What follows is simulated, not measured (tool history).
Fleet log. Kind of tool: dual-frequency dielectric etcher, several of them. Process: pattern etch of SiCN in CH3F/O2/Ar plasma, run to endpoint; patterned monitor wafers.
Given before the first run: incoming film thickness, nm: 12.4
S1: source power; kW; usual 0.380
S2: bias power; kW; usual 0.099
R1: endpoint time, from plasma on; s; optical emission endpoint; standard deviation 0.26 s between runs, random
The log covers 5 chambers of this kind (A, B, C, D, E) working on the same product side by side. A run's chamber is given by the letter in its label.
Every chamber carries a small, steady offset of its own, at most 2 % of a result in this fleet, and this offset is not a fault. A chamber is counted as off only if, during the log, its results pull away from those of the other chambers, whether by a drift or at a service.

| run | hour | S1 | S2 | R1 |
|---|---|---|---|---|
| 1E | 10.0 | 0.380 | 0.099 | 29.633 |
| 2B | 19.2 | 0.380 | 0.099 | 29.984 |
|  | 22.3 | chamber C: bias power generator calibrated |
|  | 24.8 | chamber D: bias power generator calibrated |
| 3C | 28.0 | 0.380 | 0.099 | 29.765 |
| 4A | 33.7 | 0.380 | 0.099 | 30.093 |
| 5D | 44.2 | 0.380 | 0.099 | 29.940 |
| 6E | 52.2 | 0.380 | 0.099 | 29.790 |
| 7B | 57.6 | 0.380 | 0.099 | 30.099 |
| 8A | 64.2 | 0.380 | 0.099 | 29.974 |
| 9D | 71.2 | 0.380 | 0.099 | 29.571 |
| 10C | 77.9 | 0.380 | 0.087 | 31.844 |
| 11B | 86.3 | 0.380 | 0.087 | 31.222 |
| 12C | 95.7 | 0.380 | 0.087 | 31.206 |
| 13D | 102.8 | 0.380 | 0.087 | 31.920 |
| 14E | 109.3 | 0.380 | 0.087 | 30.805 |
| 15A | 120.2 | 0.290 | 0.088 | 34.240 |
|  | 125.0 | chamber A: wet clean of the chamber |
| 16B | 127.1 | 0.290 | 0.088 | 34.415 |
|  | 127.6 | chamber A: source power generator calibrated |
| 17A | 136.1 | 0.290 | 0.088 | 32.855 |
| 18E | 141.2 | 0.290 | 0.088 | 34.280 |
|  | 146.5 | chamber E: wet clean of the chamber |
| 19C | 150.8 | 0.290 | 0.088 | 34.520 |
| 20D | 161.3 | 0.380 | 0.112 | 28.254 |
| 21B | 166.9 | 0.380 | 0.112 | 27.990 |
| 22A | 176.6 | 0.380 | 0.112 | 27.380 |
| 23C | 185.1 | 0.380 | 0.112 | 28.360 |
| 24E | 190.2 | 0.380 | 0.112 | 28.375 |
|  | 194.7 | chamber C: source power generator calibrated |
| 25D | 199.2 | 0.380 | 0.083 | 31.999 |
| 26B | 206.1 | 0.380 | 0.083 | 31.938 |
| 27D | 212.5 | 0.380 | 0.083 | 31.798 |
| 28C | 218.3 | 0.380 | 0.083 | 32.175 |
| 29A | 226.9 | 0.380 | 0.083 | 30.395 |
| 30E | 234.7 | 0.380 | 0.099 | 29.858 |
| 31E | 243.3 | 0.380 | 0.099 | 29.658 |
| 32D | 250.0 | 0.380 | 0.099 | 29.979 |
| 33C | 256.6 | 0.380 | 0.099 | 30.042 |
| 34A | 265.5 | 0.380 | 0.099 | 28.312 |
| 35B | 276.3 | 0.380 | 0.099 | 30.315 |
| 36A | 281.3 | 0.380 | 0.099 | 28.686 |
| 37E | 286.2 | 0.380 | 0.099 | 29.837 |
| 38C | 293.5 | 0.380 | 0.099 | 30.030 |

Each of the 5 chambers runs these same settings next. Fill in every chamber's results:
| 39A | 301.4 | 0.380 | 0.099 | ? |
| 39B | 301.4 | 0.380 | 0.099 | ? |
| 39C | 301.4 | 0.380 | 0.099 | ? |
| 39D | 301.4 | 0.380 | 0.099 | ? |
| 39E | 301.4 | 0.380 | 0.099 | ? |

| run | R1 |
|---|---|
| 39A | 28.756 |
| 39B | 29.572 |
| 39C | 30.157 |
| 39D | 30.098 |
| 39E | 29.538 |

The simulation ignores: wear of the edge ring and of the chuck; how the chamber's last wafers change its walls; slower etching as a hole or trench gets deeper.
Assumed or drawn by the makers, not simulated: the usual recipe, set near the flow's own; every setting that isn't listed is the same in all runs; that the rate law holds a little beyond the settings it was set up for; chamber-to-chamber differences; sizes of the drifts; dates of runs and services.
